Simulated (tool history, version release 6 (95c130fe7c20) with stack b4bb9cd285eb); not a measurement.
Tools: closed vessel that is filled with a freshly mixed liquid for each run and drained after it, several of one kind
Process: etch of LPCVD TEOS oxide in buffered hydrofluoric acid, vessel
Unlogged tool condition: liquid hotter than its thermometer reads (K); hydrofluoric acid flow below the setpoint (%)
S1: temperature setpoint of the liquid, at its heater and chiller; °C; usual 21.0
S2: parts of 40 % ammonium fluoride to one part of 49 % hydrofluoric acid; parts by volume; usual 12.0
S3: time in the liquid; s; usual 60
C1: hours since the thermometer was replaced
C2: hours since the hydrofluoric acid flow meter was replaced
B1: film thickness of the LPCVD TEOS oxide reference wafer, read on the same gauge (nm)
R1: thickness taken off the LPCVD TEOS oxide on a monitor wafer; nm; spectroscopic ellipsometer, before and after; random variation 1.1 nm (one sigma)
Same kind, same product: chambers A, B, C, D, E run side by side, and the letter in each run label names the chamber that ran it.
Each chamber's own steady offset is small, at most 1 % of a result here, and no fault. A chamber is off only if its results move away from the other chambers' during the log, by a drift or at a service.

| run | day | S1 | S2 | S3 | C1 | C2 | B1 | R1 |
|---|---|---|---|---|---|---|---|---|
| 1B | 0.254 | 21.0 | 12.0 | 60 | 214.0 | 1442.7 | 40.007 | 161.02 |
| 2D | 0.517 | 21.0 | 12.0 | 60 | 157.7 | 400.0 | 39.970 | 163.29 |
| 3A | 0.708 | 21.0 | 12.0 | 60 | 316.0 | 301.1 | 40.028 | 162.56 |
|  | 0.817 | chamber B: hydrofluoric acid flow meter replaced |
| 4C | 0.846 | 21.0 | 12.0 | 60 | 273.5 | 345.4 | 39.985 | 161.54 |
| 5E | 1.050 | 17.5 | 8.5 | 60 | 1310.2 | 255.5 | 39.982 | 182.11 |
| 6E | 1.250 | 17.5 | 8.5 | 60 | 1315.0 | 260.3 | 39.995 | 180.27 |
| 7C | 1.496 | 17.5 | 8.5 | 60 | 289.1 | 361.0 | 39.978 | 179.80 |
| 8B | 1.754 | 17.5 | 8.5 | 60 | 250.0 | 22.6 | 40.004 | 181.65 |
| 9A | 1.950 | 17.5 | 8.5 | 60 | 345.8 | 330.9 | 40.014 | 182.29 |
| 10D | 2.217 | 21.0 | 12.0 | 60 | 198.5 | 440.8 | 40.002 | 161.24 |
| 11E | 2.433 | 21.0 | 12.0 | 60 | 1343.4 | 288.7 | 39.998 | 160.35 |
| 12B | 2.608 | 21.0 | 12.0 | 60 | 270.5 | 43.1 | 40.013 | 162.16 |
| 13D | 2.750 | 21.0 | 12.0 | 60 | 211.3 | 453.6 | 40.025 | 162.88 |
| 14C | 2.888 | 21.0 | 12.0 | 60 | 322.5 | 394.4 | 39.990 | 162.32 |
| 15A | 3.146 | 21.0 | 12.0 | 60 | 374.5 | 359.6 | 40.012 | 163.19 |
| 16C | 3.271 | 21.0 | 12.0 | 60 | 331.7 | 403.6 | 39.980 | 163.79 |
| 17B | 3.442 | 21.0 | 12.0 | 60 | 290.5 | 63.1 | 39.997 | 159.40 |
| 18D | 3.604 | 21.0 | 12.0 | 60 | 231.8 | 474.1 | 40.020 | 161.87 |
| 19E | 3.825 | 21.0 | 12.0 | 60 | 1376.8 | 322.1 | 39.968 | 160.60 |
| 20A | 3.979 | 21.0 | 12.0 | 60 | 394.5 | 379.6 | 40.000 | 160.17 |
| 21C | 4.146 | 21.0 | 12.0 | 60 | 352.7 | 424.6 | 40.021 | 161.23 |
| 22B | 4.342 | 21.0 | 12.0 | 60 | 312.1 | 84.7 | 39.980 | 159.69 |
| 23E | 4.588 | 21.0 | 12.0 | 60 | 1395.1 | 340.4 | 39.971 | 159.57 |
| 24A | 4.858 | 21.0 | 12.0 | 60 | 415.6 | 400.7 | 40.004 | 160.12 |
| 25D | 5.075 | 21.0 | 12.0 | 60 | 267.1 | 509.4 | 39.984 | 163.92 |
| 26B | 5.262 | 21.0 | 12.0 | 60 | 334.2 | 106.8 | 40.003 | 158.87 |
| 27E | 5.488 | 21.0 | 12.0 | 60 | 1416.7 | 362.0 | 40.022 | 161.11 |
| 28C | 5.700 | 24.0 | 12.0 | 85 | 390.0 | 461.9 | 39.998 | 272.28 |
| 29D | 5.929 | 24.0 | 12.0 | 85 | 287.6 | 529.9 | 40.007 | 272.19 |
| 30A | 6.146 | 24.0 | 12.0 | 85 | 446.5 | 431.6 | 40.019 | 271.27 |
| 31D | 6.350 | 24.0 | 12.0 | 85 | 297.7 | 540.0 | 39.987 | 272.06 |

Decide between three cases: one chamber stands off from its peers, the gauge reading all wafers drifts, or nothing is wrong past each chamber's small offset. Where a chamber is off, say which and what most likely put it there.

Beyond each chamber's small constant offset nothing stands out, and the gauge stays steady.

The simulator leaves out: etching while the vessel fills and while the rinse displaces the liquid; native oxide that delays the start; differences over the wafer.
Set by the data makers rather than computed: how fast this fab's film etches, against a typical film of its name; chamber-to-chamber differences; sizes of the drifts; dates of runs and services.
